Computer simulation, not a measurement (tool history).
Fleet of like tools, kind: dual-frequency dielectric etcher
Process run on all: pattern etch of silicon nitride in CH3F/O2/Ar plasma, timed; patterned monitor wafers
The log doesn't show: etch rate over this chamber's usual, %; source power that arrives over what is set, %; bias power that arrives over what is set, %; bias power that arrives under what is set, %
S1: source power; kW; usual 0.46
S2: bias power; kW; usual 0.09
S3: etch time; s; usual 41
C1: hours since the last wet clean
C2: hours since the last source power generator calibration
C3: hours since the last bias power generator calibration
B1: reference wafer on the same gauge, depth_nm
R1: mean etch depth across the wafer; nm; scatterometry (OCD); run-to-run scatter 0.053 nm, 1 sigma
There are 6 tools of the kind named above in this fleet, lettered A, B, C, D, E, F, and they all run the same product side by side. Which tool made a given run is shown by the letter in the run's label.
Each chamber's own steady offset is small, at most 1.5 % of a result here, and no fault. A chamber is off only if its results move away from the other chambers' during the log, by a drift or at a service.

Run 1C, hour 16.2: usual settings; C1 413.1; C2 618.5; C3 2853.4; B1 26.995. Result: R1 32.659 nm.
Run 2A, hour 30.4: usual settings; C1 495.2; C2 897.9; C3 1156.6; B1 27. Result: R1 33.01 nm.
Run 3F, hour 43.1: usual settings; C1 350.9; C2 46.6; C3 2253.7; B1 27.017. Result: R1 32.437 nm.
Run 4D, hour 57.7: usual settings; C1 99.2; C2 3911.7; C3 3114.4; B1 27.012. Result: R1 32.73 nm.
Run 5E, hour 66.9: usual settings but S1 0.35 kW, S3 50.5 s; C1 101.1; C2 2237.9; C3 282.6; B1 27.025. Result: R1 36.341 nm.
Run 6B, hour 80.7: usual settings but S1 0.35 kW, S3 50.5 s; C1 146.4; C2 2046.8; C3 3751.9; B1 27.029. Result: R1 36.319 nm.
Run 7F, hour 88: usual settings but S1 0.35 kW, S3 50.5 s; C1 395.8; C2 91.5; C3 2298.6; B1 27.025. Result: R1 35.917 nm.
At hour 99.5: chamber C: wet clean of the chamber.
Run 8A, hour 100.1: usual settings but S1 0.35 kW, S3 50.5 s; C1 564.9; C2 967.6; C3 1226.3; B1 27.041. Result: R1 36.923 nm.
At hour 108.3: chamber F: wet clean of the chamber.
Run 9E, hour 111.2: usual settings but S1 0.35 kW, S3 50.5 s; C1 145.4; C2 2282.2; C3 326.9; B1 27.05. Result: R1 36.293 nm.
Run 10D, hour 126: usual settings but S1 0.35 kW, S3 50.5 s; C1 167.5; C2 3980; C3 3182.7; B1 27.037. Result: R1 36.506 nm.
At hour 133.9: chamber A: wet clean of the chamber.
Run 11C, hour 138.6: usual settings but S1 0.56 kW, S3 52 s; C1 39.1; C2 740.9; C3 2975.8; B1 27.042. Result: R1 44.774 nm.
Run 12B, hour 151.6: usual settings but S1 0.56 kW, S3 52 s; C1 217.3; C2 2117.7; C3 3822.8; B1 27.053. Result: R1 44.558 nm.
Run 13A, hour 167.3: usual settings but S1 0.56 kW, S3 52 s; C1 33.5; C2 1034.8; C3 1293.5; B1 27.048. Result: R1 45.062 nm.
Run 14C, hour 180.5: usual settings but S1 0.56 kW, S3 52 s; C1 81; C2 782.8; C3 3017.7; B1 27.06. Result: R1 44.762 nm.
Run 15B, hour 196.8: usual settings but S1 0.56 kW, S3 52 s; C1 262.5; C2 2162.9; C3 3868; B1 27.069. Result: R1 44.55 nm.
Run 16D, hour 210.9: usual settings but S1 0.56 kW, S3 52 s; C1 252.4; C2 4064.9; C3 3267.6; B1 27.069. Result: R1 44.976 nm.
Run 17F, hour 223.1: usual settings; C1 114.8; C2 226.6; C3 2433.7; B1 27.075. Result: R1 32.445 nm.
Run 18E, hour 236.4: usual settings; C1 270.6; C2 2407.4; C3 452.1; B1 27.071. Result: R1 32.856 nm.
Run 19A, hour 247.4: usual settings but S3 30 s; C1 113.6; C2 1114.9; C3 1373.6; B1 27.083. Result: R1 24.229 nm.
Run 20B, hour 259.2: usual settings but S3 30 s; C1 324.9; C2 2225.3; C3 3930.4; B1 27.086. Result: R1 23.91 nm.
Run 21C, hour 274.9: usual settings but S3 30 s; C1 175.4; C2 877.2; C3 3112.1; B1 27.083. Result: R1 23.945 nm.
Run 22F, hour 285.2: usual settings but S3 30 s; C1 176.9; C2 288.7; C3 2495.8; B1 27.087. Result: R1 23.723 nm.
Run 23E, hour 297.8: usual settings but S3 30 s; C1 332; C2 2468.8; C3 513.5; B1 27.092. Result: R1 24.012 nm.
Run 24D, hour 312.4: usual settings but S3 30 s; C1 353.9; C2 4166.4; C3 3369.1; B1 27.11. Result: R1 24.121 nm.
Run 25E, hour 323.6: usual settings but S1 0.37 kW; C1 357.8; C2 2494.6; C3 539.3; B1 27.108. Result: R1 30.167 nm.
Run 26F, hour 338.5: usual settings but S1 0.37 kW; C1 230.2; C2 342; C3 2549.1; B1 27.121. Result: R1 29.803 nm.
Run 27C, hour 354.8: usual settings but S1 0.37 kW; C1 255.3; C2 957.1; C3 3192; B1 27.104. Result: R1 30.162 nm.
Run 28B, hour 362.7: usual settings but S1 0.37 kW; C1 428.4; C2 2328.8; C3 4033.9; B1 27.12. Result: R1 30.213 nm.
Run 29D, hour 376.1: usual settings but S1 0.37 kW; C1 417.6; C2 4230.1; C3 3432.8; B1 27.115. Result: R1 30.317 nm.
At hour 388.4: chamber D: wet clean of the chamber.
At hour 390.5: chamber B: wet clean of the chamber.
Run 30A, hour 392.4: usual settings but S1 0.37 kW; C1 258.6; C2 1259.9; C3 1518.6; B1 27.121. Result: R1 30.623 nm.
Run 31E, hour 404.6: usual settings but S1 0.35 kW, S3 46.5 s; C1 438.8; C2 2575.6; C3 620.3; B1 27.132. Result: R1 33.622 nm.
At hour 409.3: chamber E: wet clean of the chamber.
Run 32D, hour 417.9: usual settings but S1 0.35 kW, S3 46.5 s; C1 29.5; C2 4271.9; C3 3474.6; B1 27.128. Result: R1 33.619 nm.
Run 33F, hour 430.4: usual settings but S1 0.35 kW, S3 46.5 s; C1 322.1; C2 433.9; C3 2641; B1 27.136. Result: R1 33.282 nm.
Run 34A, hour 442.4: usual settings but S1 0.35 kW, S3 46.5 s; C1 308.6; C2 1309.9; C3 1568.6; B1 27.142. Result: R1 34.037 nm.
Run 35B, hour 452.4: usual settings but S1 0.35 kW, S3 46.5 s; C1 62; C2 2418.5; C3 4123.6; B1 27.135. Result: R1 33.581 nm.
Run 36C, hour 466.4: usual settings but S1 0.35 kW, S3 46.5 s; C1 366.9; C2 1068.7; C3 3303.6; B1 27.152. Result: R1 33.582 nm.
Run 37A, hour 474.1: usual settings; C1 340.3; C2 1341.6; C3 1600.3; B1 27.145. Result: R1 33.023 nm.
Run 38F, hour 485.2: usual settings but S3 30.5 s; C1 376.9; C2 488.7; C3 2695.8; B1 27.147. Result: R1 24.159 nm.
Run 39B, hour 495.5: usual settings but S3 30.5 s; C1 105.1; C2 2461.6; C3 4166.7; B1 27.162. Result: R1 24.334 nm.
Run 40E, hour 503: usual settings but S3 30.5 s; C1 93.7; C2 2674; C3 718.7; B1 27.166. Result: R1 24.467 nm.
At hour 513: chamber C: wet clean of the chamber.
Run 41D, hour 517.8: usual settings but S3 30.5 s; C1 129.4; C2 4371.8; C3 3574.5; B1 27.169. Result: R1 24.466 nm.
Run 42C, hour 527.1: usual settings but S3 30.5 s; C1 14.2; C2 1129.4; C3 3364.3; B1 27.175. Result: R1 24.524 nm.
Run 43D, hour 539.1: usual settings but S3 30.5 s; C1 150.7; C2 4393.1; C3 3595.8; B1 27.159. Result: R1 24.449 nm.
Run 44E, hour 553.2: usual settings; C1 143.9; C2 2724.2; C3 768.9; B1 27.176. Result: R1 32.892 nm.

Read the log: is a single chamber off, either drifting away or since a service, is the gauge that measures every chamber drifting, or is nothing wrong beyond small per-chamber offsets? Name any odd chamber and what most likely caused it.

It is the gauge, not a chamber: its drift shows up in every chamber's results at once, and no chamber is off.
Likeliest cause: gauge reads high (%) = 0.667.
